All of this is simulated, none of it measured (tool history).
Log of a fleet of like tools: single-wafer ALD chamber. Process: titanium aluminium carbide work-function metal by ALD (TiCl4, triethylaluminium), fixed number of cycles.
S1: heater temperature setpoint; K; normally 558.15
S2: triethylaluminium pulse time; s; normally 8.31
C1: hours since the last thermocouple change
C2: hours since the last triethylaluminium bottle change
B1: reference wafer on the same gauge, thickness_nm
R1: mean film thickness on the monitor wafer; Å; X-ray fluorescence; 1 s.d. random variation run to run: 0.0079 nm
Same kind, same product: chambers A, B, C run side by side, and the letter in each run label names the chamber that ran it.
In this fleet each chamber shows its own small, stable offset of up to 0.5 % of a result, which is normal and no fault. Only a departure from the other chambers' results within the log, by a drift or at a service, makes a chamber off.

| run | hour | S1 | S2 | C1 | C2 | B1 | R1 |
|---|---|---|---|---|---|---|---|
| 1B | 7.8 | 558.15 | 8.31 | 377.9 | 427 | 1.8401 | 18.163 |
| 2A | 16.2 | 558.15 | 8.31 | 102.3 | 207.1 | 1.8399 | 18.255 |
| 3C | 23.3 | 558.15 | 8.31 | 1648 | 495.6 | 1.8418 | 18.103 |
| 4B | 33.7 | 558.15 | 8.31 | 403.8 | 452.9 | 1.8403 | 18.091 |
| 5A | 38.9 | 558.15 | 8.31 | 125 | 229.8 | 1.8404 | 18.1 |
| 6C | 47.3 | 558.15 | 9.86 | 1672 | 519.6 | 1.8403 | 18.488 |
| 7A | 52.4 | 558.15 | 9.86 | 138.5 | 243.3 | 1.839 | 18.425 |
| 8C | 62.8 | 558.15 | 9.86 | 1687.5 | 535.1 | 1.8406 | 18.509 |
| 9B | 73.7 | 558.15 | 8.31 | 443.8 | 492.9 | 1.8397 | 18.116 |
| 10B | 83.5 | 558.15 | 8.31 | 453.6 | 502.7 | 1.8391 | 18.112 |
| 11A | 92.4 | 558.15 | 8.31 | 178.5 | 283.3 | 1.8383 | 18.125 |
| 12C | 102.3 | 558.15 | 8.31 | 1727 | 574.6 | 1.8389 | 17.822 |
| 13A | 110.1 | 549.15 | 8.31 | 196.2 | 301 | 1.8376 | 17.419 |
| 14B | 117.1 | 549.15 | 8.31 | 487.2 | 536.3 | 1.8403 | 17.516 |
| 15C | 126.4 | 549.15 | 8.31 | 1751.1 | 598.7 | 1.84 | 17.056 |
| 16A | 135.1 | 558.15 | 8.31 | 221.2 | 326 | 1.8418 | 18.173 |
| 17B | 142.5 | 558.15 | 8.31 | 512.6 | 561.7 | 1.8411 | 18.106 |
| 18C | 153.8 | 558.15 | 8.31 | 1778.5 | 626.1 | 1.841 | 17.84 |
| 19B | 163.5 | 558.15 | 8.31 | 533.6 | 582.7 | 1.8417 | 18.209 |
| 20C | 172.8 | 558.15 | 8.31 | 1797.5 | 645.1 | 1.8415 | 17.643 |
| 21A | 181.7 | 558.15 | 8.31 | 267.8 | 372.6 | 1.8401 | 18.215 |
| 22A | 191.7 | 558.15 | 8.31 | 277.8 | 382.6 | 1.8397 | 18.066 |
| 23C | 201.9 | 558.15 | 8.31 | 1826.6 | 674.2 | 1.8398 | 17.336 |
| 24B | 208.4 | 558.15 | 8.31 | 578.5 | 627.6 | 1.8385 | 18.05 |

All chambers now run identical settings, listed one chamber a line with results as question marks. What results will each chamber show?
| 25A | 216.9 | 558.15 | 10.32 |  |  |  | ? |
| 25B | 216.9 | 558.15 | 10.32 |  |  |  | ? |
| 25C | 216.9 | 558.15 | 10.32 |  |  |  | ? |

| run | R1 |
|---|---|
| 25A | 18.822 |
| 25B | 18.566 |
| 25C | 18.108 |
